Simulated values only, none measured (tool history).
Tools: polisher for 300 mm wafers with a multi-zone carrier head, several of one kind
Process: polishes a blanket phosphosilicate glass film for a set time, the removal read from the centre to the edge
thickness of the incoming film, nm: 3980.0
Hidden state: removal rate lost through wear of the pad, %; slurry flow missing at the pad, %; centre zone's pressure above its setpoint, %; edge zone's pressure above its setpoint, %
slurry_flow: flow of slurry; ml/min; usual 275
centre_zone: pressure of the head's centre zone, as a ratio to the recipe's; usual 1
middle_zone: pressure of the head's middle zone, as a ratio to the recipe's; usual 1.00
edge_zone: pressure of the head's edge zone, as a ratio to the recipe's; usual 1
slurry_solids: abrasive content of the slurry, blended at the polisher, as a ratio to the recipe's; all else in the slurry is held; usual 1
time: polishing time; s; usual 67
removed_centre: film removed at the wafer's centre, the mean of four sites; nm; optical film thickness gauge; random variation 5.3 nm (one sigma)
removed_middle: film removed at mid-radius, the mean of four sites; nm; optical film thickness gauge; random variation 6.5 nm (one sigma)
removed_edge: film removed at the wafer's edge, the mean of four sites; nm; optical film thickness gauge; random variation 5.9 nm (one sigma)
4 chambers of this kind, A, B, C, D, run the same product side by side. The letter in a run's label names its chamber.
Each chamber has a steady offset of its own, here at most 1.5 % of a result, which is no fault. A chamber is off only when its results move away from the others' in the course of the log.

run,hour,slurry_flow,centre_zone,middle_zone,edge_zone,slurry_solids,time,wafers polished on this pad,hours since the slurry nozzle was cleaned,hours since the centre zone pressure was calibrated,hours since the edge zone pressure was calibrated,removed_centre,removed_middle,removed_edge
1A,5.5,275,1,1.00,1,1,67,174,248.6,293.1,522.0,574.91,575.03,583.00
2B,10.3,275,1,1.00,1,1,67,246,85.1,685.5,190.0,583.68,567.76,594.62
3D,16.9,275,1,1.00,1,1,67,1107,582.3,378.6,27.8,577.49,584.26,582.53
4C,21.2,275,1,1.00,1,1,67,396,49.5,488.0,326.0,569.99,577.88,589.59
5D,25.4,275,1,1.00,1,1,67,1178,590.8,387.1,36.3,579.57,582.02,582.17
6C,30.8,275,1,1.00,1,1,67,477,59.1,497.6,335.6,587.48,577.26,574.72
7A,37.0,275,1,1.00,1,1,67,440,280.1,324.6,553.5,580.65,571.19,585.61
# hour 41.1: chamber D: worn pad replaced by a new one
8B,43.5,275,1,1.00,1,1,67,526,118.3,718.7,223.2,592.56,587.07,585.29
9C,48.8,275,1,1.00,1,1,67,629,77.1,515.6,353.6,575.17,589.20,590.31
# hour 52.3: chamber A: worn pad replaced by a new one
# hour 52.6: chamber B: worn pad replaced by a new one
10A,53.1,275,1,1.00,1,1,67,7,296.2,340.7,569.6,580.51,579.06,588.36
11D,59.6,275,1,1.00,1,1,67,156,625.0,421.3,70.5,575.97,581.93,576.29
12B,64.3,275,1,1.00,1,1,67,99,139.1,739.5,244.0,602.47,571.28,584.65
13D,69.2,275,1,1.00,1,1,67,237,634.6,430.9,80.1,569.25,592.69,570.67
14A,73.7,275,1,1.00,1,1,49,181,316.8,361.3,590.2,424.96,417.51,426.03
# hour 78.7: chamber C: worn pad replaced by a new one
15C,79.9,275,1,1.00,1,1,49,10,108.2,546.7,384.7,428.53,420.41,435.92
16B,83.3,275,1,1.00,1,1,49,259,158.1,758.5,263.0,431.14,423.76,431.31
# hour 86.5: chamber A: slurry nozzle cleaned
17A,86.5,275,1,1.00,1,1,49,289,0.0,374.1,603.0,426.88,421.19,418.70
18B,90.6,275,1,1.00,1,1,67,321,165.4,765.8,270.3,590.97,579.67,580.19
19C,96.3,275,1,1.00,1,1,67,149,124.6,563.1,401.1,594.49,579.71,584.37
20D,100.9,275,1,1.00,1,1,67,504,666.3,462.6,111.8,580.38,583.18,590.72
21C,105.2,275,1,1.00,1,1,67,224,133.5,572.0,410.0,585.96,579.28,577.17
22A,111.8,275,1,1.00,1,1,67,503,25.3,399.4,628.3,581.04,574.78,576.66
# hour 117.5: chamber C: centre zone pressure recalibrated
23B,118.6,275,1,1.00,1,1,67,557,193.4,793.8,298.3,593.97,586.16,574.23
# hour 122.7: chamber B: worn pad replaced by a new one
24D,125.0,275,1,1.00,1,1,67,708,690.4,486.7,135.9,587.65,576.62,583.10
# hour 126.8: chamber A: worn pad replaced by a new one
25A,131.2,275,1,1.00,1,1,67,37,44.7,418.8,647.7,579.95,582.02,585.54
26D,137.7,275,1,1.00,1,1,67,815,703.1,499.4,148.6,580.05,585.88,571.17
27C,140.9,275,1,1.08,1,1,78,526,169.2,23.5,445.7,685.87,719.75,678.86
28B,147.4,275,1,1.08,1,1,78,208,222.2,822.6,327.1,685.68,729.59,681.73
29C,153.6,275,1,1.08,1,1,78,633,181.9,36.2,458.4,687.86,731.25,683.89

Next, every chamber runs the same settings. What will each give?
30A,158.5,275,1,1.00,1,1,67,,,,,?,?,?
30B,158.5,275,1,1.00,1,1,67,,,,,?,?,?
30C,158.5,275,1,1.00,1,1,67,,,,,?,?,?
30D,158.5,275,1,1.00,1,1,67,,,,,?,?,?

run,removed_centre,removed_middle,removed_edge
30A,577.60,577.27,584.29
30B,598.71,583.12,579.68
30C,583.58,576.71,585.99
30D,585.98,586.66,571.36

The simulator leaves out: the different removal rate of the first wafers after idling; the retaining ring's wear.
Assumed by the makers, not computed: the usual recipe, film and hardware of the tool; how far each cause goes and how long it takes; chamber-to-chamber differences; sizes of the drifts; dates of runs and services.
